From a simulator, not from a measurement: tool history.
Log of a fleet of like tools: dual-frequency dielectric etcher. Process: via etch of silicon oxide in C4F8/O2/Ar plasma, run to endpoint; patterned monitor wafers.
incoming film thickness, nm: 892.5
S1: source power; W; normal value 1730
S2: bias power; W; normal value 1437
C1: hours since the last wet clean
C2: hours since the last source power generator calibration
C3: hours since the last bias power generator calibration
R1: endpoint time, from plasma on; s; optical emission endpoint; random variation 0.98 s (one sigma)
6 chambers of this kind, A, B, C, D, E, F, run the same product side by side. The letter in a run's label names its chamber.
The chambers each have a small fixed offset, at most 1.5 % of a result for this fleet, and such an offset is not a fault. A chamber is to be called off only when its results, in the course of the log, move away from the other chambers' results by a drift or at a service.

run	hour	S1	S2	C1	C2	C3	R1
1A	5.5	1730	1437	207.8	1564.2	1861.6	205.43
2D	9.0	1730	1437	185.6	1146.5	1443.5	201.99
3B	16.1	1730	1437	543.9	1048.8	1602.0	202.90
4F	20.0	1730	1437	241.1	1067.7	2759.7	202.48
5C	23.4	1550	1437	69.9	1086.4	1234.0	213.66
6E	30.1	1550	1437	242.7	3771.4	2252.4	214.30
7E	36.8	1550	1437	249.4	3778.1	2259.1	212.85
# hour 37.2: chamber B: wet clean of the chamber
8C	44.2	1550	1437	90.7	1107.2	1254.8	214.14
9B	48.1	1550	1437	11.0	1080.8	1634.0	211.79
10A	54.3	1550	1437	256.6	1613.0	1910.4	214.42
11D	58.6	1730	1437	235.2	1196.1	1493.1	202.93
12F	62.8	1730	1437	283.9	1110.5	2802.5	202.73
13A	66.6	1730	1437	268.9	1625.3	1922.7	204.37
14B	72.8	1310	1437	35.7	1105.5	1658.7	224.90
15E	80.2	1310	1437	292.8	3821.5	2302.5	231.79
16C	87.5	1310	1437	134.0	1150.5	1298.1	227.49
17F	91.7	1310	1437	312.8	1139.4	2831.4	226.39
18D	97.3	1310	1437	273.9	1234.8	1531.8	227.04
19E	103.2	1310	1437	315.8	3844.5	2325.5	229.57
20C	106.7	1730	1437	153.2	1169.7	1317.3	202.59
21D	114.0	1730	1437	290.6	1251.5	1548.5	202.53
22B	121.1	1730	1437	84.0	1153.8	1707.0	202.02
23A	127.0	1730	1437	329.3	1685.7	1983.1	206.46
24F	131.6	2110	1187	352.7	1179.3	2871.3	196.92
25B	138.8	2110	1187	101.7	1171.5	1724.7	196.42
26C	143.8	2110	1187	190.3	1206.8	1354.4	195.25
27D	150.2	2110	1187	326.8	1287.7	1584.7	196.55
28A	154.4	2110	1187	356.7	1713.1	2010.5	202.14
29F	161.8	2110	1187	382.9	1209.5	2901.5	194.63
# hour 165.3: chamber E: wet clean of the chamber
30E	166.3	1880	1623	1.0	3907.6	2388.6	193.35
31E	169.8	1880	1623	4.5	3911.1	2392.1	193.10
32A	176.3	1880	1623	378.6	1735.0	2032.4	197.40
# hour 176.9: chamber F: wet clean of the chamber
33D	180.5	1880	1623	357.1	1318.0	1615.0	188.39
34C	186.8	1880	1623	233.3	1249.8	1397.4	190.17
35F	191.9	1880	1623	15.0	1239.6	2931.6	190.08
36B	196.4	1730	1437	159.3	1229.1	1782.3	202.94
37B	200.5	1730	1437	163.4	1233.2	1786.4	203.61
38C	206.9	1730	1437	253.4	1269.9	1417.5	204.54
39D	212.9	1730	1437	389.5	1350.4	1647.4	201.83

Is one chamber out of step, is the gauge drifting, or do the chambers differ by no more than their own small offsets? For an off chamber, give its letter and the likeliest cause.

One chamber, A, drifts off from the rest bit by bit.
Cause: etch rate under this chamber's usual, % = 2.92.

Chamber A could run next with any of the 4 candidate recipes listed below; each alters the usual settings, and their results appear as question marks. Which one brings its results back in line with what the other chambers deliver on the usual settings?
A result is in line if it is within this distance of the other chambers' mean on the usual settings: R1 3.40 s
40A-1	218.3	1730	1244				?
40A-2	218.3	1920	1546				?
40A-3	218.3	1540	1328				?
40A-4	218.3	1840	1497				?

Average result of the remaining chambers running the usual settings: R1 203.13 s
run	R1
40A-1	218.76
40A-2	197.71
40A-3	225.53
40A-4	202.96
40A-4 brings the chamber back in line.

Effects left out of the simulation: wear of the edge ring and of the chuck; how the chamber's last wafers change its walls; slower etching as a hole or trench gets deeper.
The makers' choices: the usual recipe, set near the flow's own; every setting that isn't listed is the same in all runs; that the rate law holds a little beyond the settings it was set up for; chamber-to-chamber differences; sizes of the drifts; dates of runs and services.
